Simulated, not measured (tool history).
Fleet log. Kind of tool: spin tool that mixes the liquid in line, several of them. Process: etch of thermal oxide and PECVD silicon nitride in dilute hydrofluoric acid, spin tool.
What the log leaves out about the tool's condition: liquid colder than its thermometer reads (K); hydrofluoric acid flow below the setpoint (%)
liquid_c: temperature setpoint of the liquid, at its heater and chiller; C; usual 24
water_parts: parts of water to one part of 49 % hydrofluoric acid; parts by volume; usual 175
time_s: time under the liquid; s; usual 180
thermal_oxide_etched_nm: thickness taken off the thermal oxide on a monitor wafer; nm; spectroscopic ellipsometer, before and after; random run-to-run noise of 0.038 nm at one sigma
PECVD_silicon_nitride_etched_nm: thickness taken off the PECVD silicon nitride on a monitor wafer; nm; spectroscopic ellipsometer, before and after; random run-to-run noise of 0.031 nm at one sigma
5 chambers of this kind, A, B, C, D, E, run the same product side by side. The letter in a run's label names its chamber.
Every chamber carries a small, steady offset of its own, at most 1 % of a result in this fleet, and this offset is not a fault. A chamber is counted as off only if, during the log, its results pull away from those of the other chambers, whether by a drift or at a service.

run	day	liquid_c	water_parts	time_s	hours since the thermometer was replaced	hours since the hydrofluoric acid flow meter was replaced	read-back film thickness of the thermal oxide reference wafer, read on the same gauge (nm)	read-back film thickness of the PECVD silicon nitride reference wafer, read on the same gauge (nm)	thermal_oxide_etched_nm	PECVD_silicon_nitride_etched_nm
1E	0.425	24	175	180	647.9	1235.3	119.97	79.968	4.4399	1.7111
2B	0.929	24	175	180	661.7	1439.1	119.99	79.989	4.4281	1.7472
3C	1.271	24	175	180	1044.6	914	119.98	79.977	4.419	1.784
4A	1.575	24	175	180	702.6	2126.9	119.96	79.986	4.413	1.6911
5D	1.838	24	175	180	346.1	560.4	119.96	79.979	4.4667	1.8029
6C	2.229	24	175	180	1067.6	937	119.98	80.046	4.4383	1.7571
7E	2.446	24	175	180	696.4	1283.8	119.97	80.005	4.5202	1.7345
8D	2.683	24	175	180	366.4	580.7	120.02	79.996	4.42	1.7265
# day 3.154: chamber E: hydrofluoric acid flow meter replaced
9A	3.171	24	175	180	740.9	2165.2	119.98	80.034	4.3896	1.8095
10B	3.392	24	175	180	720.8	1498.2	119.97	79.997	4.5398	1.7645
11C	3.829	24	175	245	1106	975.4	119.98	79.985	6.0033	2.4304
12A	4.108	24	175	245	763.4	2187.7	120.02	80.001	6.0382	2.3561
13D	4.425	24	175	245	408.2	622.5	119.97	80.011	5.9391	2.2947
14B	4.908	24	175	245	757.2	1534.6	120.01	79.981	6.1149	2.4385
15E	5.304	24	175	245	765	51.6	120	79.987	6.0732	2.4341
16A	5.783	24	175	180	803.6	2227.9	119.98	79.987	4.3964	1.7012
# day 5.883: chamber E: thermometer replaced
# day 6.042: chamber B: thermometer replaced
17E	6.15	24	175	180	6.4	71.9	119.98	80.018	4.5319	1.8293
18C	6.562	24	175	180	1171.6	1041	119.95	80.006	4.3825	1.7634
19B	6.975	24	175	180	22.4	1584.2	119.97	80.021	4.4257	1.7575
20D	7.375	26.5	175	120	479	693.3	120.01	80.033	3.0944	1.3535
21C	7.758	26.5	175	120	1200.3	1069.7	120.02	79.982	3.2455	1.3615
22A	8.246	26.5	175	120	862.7	2287	119.97	80.021	3.2482	1.3634
23E	8.667	26.5	175	120	66.8	132.3	120.04	79.997	3.2961	1.4237
24B	9.008	26.5	175	120	71.2	1633	120.04	79.996	3.3373	1.3621
25D	9.283	24	175	180	524.8	739.1	119.96	80.014	4.1818	1.704
26B	9.608	29	175	180	85.6	1647.4	120.02	79.967	5.354	2.367
# day 9.888: chamber A: hydrofluoric acid flow meter replaced
27D	9.933	29	175	180	540.4	754.7	119.97	80.023	4.9816	2.2938
28A	10.162	29	175	180	908.7	6.6	120.01	80.007	5.2697	2.3509
29E	10.458	29	175	180	109.8	175.3	120.02	79.995	5.4409	2.3479
30C	10.967	29	175	180	1277.3	1146.7	120	80	5.3645	2.4852
31E	11.4	24	175	180	132.4	197.9	119.99	79.982	4.4606	1.738
32B	11.721	24	175	180	136.3	1698.1	119.96	79.971	4.4564	1.8325
33D	12.092	24	175	180	592.2	806.5	120.03	79.994	4.0732	1.6735
34C	12.571	24	175	180	1315.8	1185.2	120.01	80.018	4.5345	1.7661
35A	12.929	24	175	180	975.1	73	120.01	80.007	4.4133	1.7082
36A	13.196	24	175	180	981.5	79.4	120	80.014	4.4226	1.7874
37E	13.417	24	175	180	180.8	246.3	120	80.021	4.447	1.7356
38D	13.721	24	175	180	631.3	845.6	119.96	80.002	4.0618	1.6264
39B	14.021	24	175	180	191.5	1753.3	120.04	80.03	4.455	1.7347
40C	14.525	24	175	180	1362.7	1232.1	120.02	80.008	4.4479	1.7113
41C	14.796	24	250	140	1369.2	1238.6	120.01	79.99	2.2443	0.94477
42E	15.246	24	250	140	224.7	290.2	120.02	80.033	2.2466	0.95052

Decide between three cases: one chamber stands off from its peers, the gauge reading all wafers drifts, or nothing is wrong past each chamber's small offset. Where a chamber is off, say which and what most likely put it there.

One chamber, D, drifts off from the rest bit by bit.
Most likely cause: hydrofluoric acid flow below the setpoint (%) = 9.62.

Chamber D could run next with any of the 4 candidate recipes listed below; each alters the usual settings, and their results appear as question marks. Which one brings its results back in line with what the other chambers deliver on the usual settings?
Counts as in line when no further than this from what the other chambers average on the usual settings: thermal_oxide_etched_nm 0.13 nm; PECVD_silicon_nitride_etched_nm 0.11 nm
43D-1	15.612	24	180	175					?	?
43D-2	15.612	24.5	190	175					?	?
43D-3	15.612	23.5	160	185					?	?
43D-4	15.612	24	170	185					?	?

What the other chambers average on the usual settings: thermal_oxide_etched_nm 4.4589 nm; PECVD_silicon_nitride_etched_nm 1.7576 nm
run	thermal_oxide_etched_nm	PECVD_silicon_nitride_etched_nm
43D-1	3.7577	1.5191
43D-2	3.5846	1.4864
43D-3	4.4885	1.7464
43D-4	4.2549	1.6988
With 43D-3, the chamber falls back in line with the rest.
